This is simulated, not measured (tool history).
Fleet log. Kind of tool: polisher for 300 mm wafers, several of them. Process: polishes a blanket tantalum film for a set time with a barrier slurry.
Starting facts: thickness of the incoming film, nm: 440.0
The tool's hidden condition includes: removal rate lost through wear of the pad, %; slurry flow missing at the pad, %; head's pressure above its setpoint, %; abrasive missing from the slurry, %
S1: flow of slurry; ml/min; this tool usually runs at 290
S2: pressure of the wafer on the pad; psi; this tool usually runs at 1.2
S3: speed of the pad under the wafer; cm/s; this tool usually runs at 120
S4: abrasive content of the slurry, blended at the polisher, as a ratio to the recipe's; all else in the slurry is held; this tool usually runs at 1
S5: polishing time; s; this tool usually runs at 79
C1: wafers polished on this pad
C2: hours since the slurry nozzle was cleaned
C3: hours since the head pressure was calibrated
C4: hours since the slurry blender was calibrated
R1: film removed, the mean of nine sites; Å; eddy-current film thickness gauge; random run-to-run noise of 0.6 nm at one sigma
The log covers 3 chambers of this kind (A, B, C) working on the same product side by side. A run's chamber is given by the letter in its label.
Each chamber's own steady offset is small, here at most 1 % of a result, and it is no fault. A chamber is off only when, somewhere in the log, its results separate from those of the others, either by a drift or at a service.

run,hour,S1,S2,S3,S4,S5,C1,C2,C3,C4,R1
1B,12,290,1.2,120,1,79,422,433.3,359.4,115.2,937.99
2A,22.7,290,1.2,120,1,79,676,184.2,305.2,187.1,933.5
3C,32.6,290,1.2,120,1,79,425,258.7,1258.8,45,927.41
4B,39.7,290,1.2,120,1,79,594,461,387.1,142.9,934.6
5C,47.7,290,1.2,120,1,79,519,273.8,1273.9,60.1,929.39
6A,56.2,375,1.2,120,1,79,883,217.7,338.7,220.6,946.43
7A,65.2,375,1.2,120,1,79,939,226.7,347.7,229.6,936.9
8C,72.7,375,1.2,120,1,79,673,298.8,1298.9,85.1,950.26
# hour 75: chamber B: head pressure recalibrated
# hour 75.8: chamber A: worn pad replaced by a new one
9B,79.7,290,1.2,120,1,79,841,501,4.8,182.9,931.77
10B,87.9,290,1.2,120,1,79,892,509.2,13,191.1,933.96
11A,99.7,290,1.2,120,1,79,148,261.2,382.2,264.1,935.09
# hour 102.5: chamber A: slurry blender recalibrated
12C,110.4,290,1.2,120,1,79,907,336.5,1336.6,122.8,923.07
13A,116.4,290,0.8,120,0.7,79,252,277.9,398.9,14,539.82
# hour 118.6: chamber B: worn pad replaced by a new one
14C,127.2,290,0.8,120,0.7,79,1011,353.3,1353.4,139.6,556.65
15B,134.5,290,0.8,120,0.7,79,98,555.8,59.6,237.7,555.14
16C,142.6,290,1.2,120,1,79,1106,368.7,1368.8,155,931.68
# hour 144.8: chamber C: worn pad replaced by a new one
17B,148.3,290,1.2,120,1,79,184,569.6,73.4,251.5,935.36
18A,155.9,290,1.2,120,1,79,496,317.4,438.4,53.5,922.96
19B,165.7,225,1.2,120,1.2,79,291,587,90.8,268.9,952.08
# hour 167.7: chamber A: slurry nozzle cleaned
# hour 170.3: chamber C: head pressure recalibrated
20C,175.6,225,1.2,120,1.2,79,190,401.7,5.3,188,951.06
21A,181,225,1.2,120,1.2,79,652,13.4,463.5,78.6,955.67
22A,191,290,1.2,120,1,79,714,23.4,473.5,88.6,925.41
23C,200,290,1.2,120,1,79,341,426.1,29.7,212.4,918.63
# hour 202.5: chamber B: slurry blender recalibrated
24B,210.7,290,1.2,120,1,79,570,632,135.8,8.2,931.78
# hour 219.4: chamber A: worn pad replaced by a new one
25A,220.1,290,1.2,120,1,79,4,52.5,502.6,117.7,918.09
26C,230,290,1.2,120,1,79,527,456.1,59.7,242.4,927.71
# hour 239.6: chamber C: slurry blender recalibrated
27B,242.2,290,1.2,120,1,79,765,663.5,167.3,39.7,927.5
28A,253.3,290,1.2,120,1,79,210,85.7,535.8,150.9,931.47
29B,262.8,290,1.2,120,1,79,893,684.1,187.9,60.3,927.16
30C,269.1,290,1.2,120,1,79,769,495.2,98.8,29.5,926.91
31B,277,290,1.2,120,1,79,981,698.3,202.1,74.5,923.04
32A,288.6,290,1.2,120,1,79,428,121,571.1,186.2,919.45
33C,295.4,290,1.2,120,1,79,932,521.5,125.1,55.8,928.15
# hour 297.2: chamber B: slurry nozzle cleaned
# hour 298.1: chamber B: worn pad replaced by a new one
34C,305.7,290,1.2,120,1,79,996,531.8,135.4,66.1,931.61
35B,311.4,290,1.2,120,1,79,82,14.2,236.5,108.9,931.02
36A,323.4,290,1.2,120,1,79,644,155.8,605.9,221,922.12
37C,329.1,290,1.2,120,1,79,1141,555.2,158.8,89.5,920.86
38B,340.2,290,1.2,120,1,79,260,43,265.3,137.7,926.3
39A,349.3,290,1.2,120,1,79,804,181.7,631.8,246.9,926.13
40B,357.8,290,1.2,120,1,79,369,60.6,282.9,155.3,932.35

Is one chamber off against the others, does the gauge drift, or is nothing wrong? If a chamber is off, say which, and what the likeliest cause is.

All chambers stay in line apart from their small fixed offsets, and the gauge does not drift.
